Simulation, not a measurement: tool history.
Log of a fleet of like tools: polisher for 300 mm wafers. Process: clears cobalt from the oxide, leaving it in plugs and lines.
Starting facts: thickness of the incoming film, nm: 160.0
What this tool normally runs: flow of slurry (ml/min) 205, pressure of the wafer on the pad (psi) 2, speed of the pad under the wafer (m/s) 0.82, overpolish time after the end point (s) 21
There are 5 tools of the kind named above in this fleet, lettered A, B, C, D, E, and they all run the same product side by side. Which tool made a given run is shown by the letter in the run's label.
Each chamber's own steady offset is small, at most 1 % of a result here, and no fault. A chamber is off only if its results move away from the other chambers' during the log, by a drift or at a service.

run	hour	flow of slurry (ml/min)	pressure of the wafer on the pad (psi)	speed of the pad under the wafer (m/s)	overpolish time after the end point (s)	wafers polished on this pad	hours since the slurry nozzle was cleaned	hours since the head pressure was calibrated	time until the end point was called (s)	dishing of a wide line in a test structure (angstrom)
# hour 0.8: chamber E: worn pad replaced by a new one
1C	4.1	205	2	0.82	21	1377	180.6	118.8	44.087	418.05
2D	12.1	205	2	0.82	21	588	291.6	518.9	42.98	435.18
3B	18.6	205	2	0.82	21	310	112.2	414.9	43.038	417.98
4A	26	205	2	0.82	21	434	266	169.9	44.336	430.61
# hour 28: chamber C: worn pad replaced by a new one
5E	33	205	1.7	0.6	21	283	147.9	247	70.312	324.57
6B	39.8	205	1.7	0.6	21	496	133.4	436.1	68.683	318.72
7D	44.1	205	1.7	0.6	21	869	323.6	550.9	69.904	333.79
8C	50.6	205	1.7	0.6	21	199	227.1	165.3	70.29	321.4
9A	55.6	205	1.7	0.6	21	694	295.6	199.5	70.725	322.93
10E	61.6	205	2	0.82	21	534	176.5	275.6	43.325	431.34
# hour 61.7: chamber A: worn pad replaced by a new one
# hour 66.7: chamber D: worn pad replaced by a new one
11E	66.8	205	2	0.82	21	580	181.7	280.8	44.161	418.62
12C	73.5	205	2	0.82	21	400	250	188.2	43.963	424.66
13B	79.8	205	2	0.82	21	847	173.4	476.1	43.613	422.94
14D	86.6	205	2	0.82	21	175	366.1	593.4	44.648	426.18
15A	91.5	205	2	0.82	21	261	331.5	235.4	43.397	411.33
16B	98.7	205	2	0.82	21	1013	192.3	495	43.782	423.69
17E	104.1	205	2	0.82	21	907	219	318.1	43.836	422
18D	111.3	205	2	0.82	21	392	390.8	618.1	44.829	423.42
19C	115.7	205	2	0.82	21	771	292.2	230.4	43.691	413.84
20A	121.9	205	2	0.82	21	528	361.9	265.8	44.247	420.48
# hour 123.5: chamber B: worn pad replaced by a new one
# hour 124: chamber D: head pressure recalibrated
21A	125.8	205	2	0.82	21	563	365.8	269.7	44.066	405.71
22B	129.4	205	2	0.82	21	51	223	525.7	44.573	417.12
23D	134	205	1.6	1.08	21	591	413.5	10	45.753	424.32
24E	139.5	205	1.6	1.08	21	1218	254.4	353.5	41.294	419.09
25C	143.8	205	1.6	1.08	21	1017	320.3	258.5	41.015	448.74
26D	150.4	205	1.6	1.08	21	735	429.9	26.4	44.688	411.68
# hour 154.8: chamber A: worn pad replaced by a new one
27E	156.2	205	1.6	1.08	21	1365	271.1	370.2	41.486	428.86
# hour 159: chamber E: worn pad replaced by a new one
# hour 159.8: chamber E: slurry nozzle cleaned
28B	162.6	205	2	0.82	11	343	256.2	558.9	44.008	289.76
29A	167.7	205	2	0.82	11	113	407.7	311.6	43.035	285.15
30C	172.2	205	2	0.82	11	1267	348.7	286.9	44.223	289.22
# hour 174.3: chamber C: worn pad replaced by a new one
31C	178.8	205	2	0.82	11	40	355.3	293.5	44.71	282.14
32E	186.3	205	2	0.82	11	240	26.6	400.3	43.842	277.42
# hour 187.9: chamber D: worn pad replaced by a new one
33B	194.1	205	2	0.82	21	620	287.7	590.4	43.627	411
34A	199.8	205	2	0.82	21	395	439.8	343.7	43.686	424.2
35D	204	205	2	0.82	21	141	483.5	80	47.202	395.29
36E	208.1	205	2	0.82	21	431	48.4	422.1	43.16	440.8
37D	214.5	205	2	0.82	21	233	494	90.5	47.332	417.18
38B	218.6	205	2	0.82	21	835	312.2	614.9	43.937	430.59
39A	225.9	205	2	0.82	21	625	465.9	369.8	43.827	412.91
40C	232.2	205	2.4	0.82	10	509	408.7	346.9	36.594	306.63

All 5 chambers run these settings next. Forecast each chamber's results:
41A	238.1	205	2.5	0.82	21				?	?
41B	238.1	205	2.5	0.82	21				?	?
41C	238.1	205	2.5	0.82	21				?	?
41D	238.1	205	2.5	0.82	21				?	?
41E	238.1	205	2.5	0.82	21				?	?

run	time until the end point was called (s)	dishing of a wide line in a test structure (angstrom)
41A	34.971	466.56
41B	34.916	463.47
41C	35.104	455.62
41D	38.589	453.57
41E	34.613	463.91
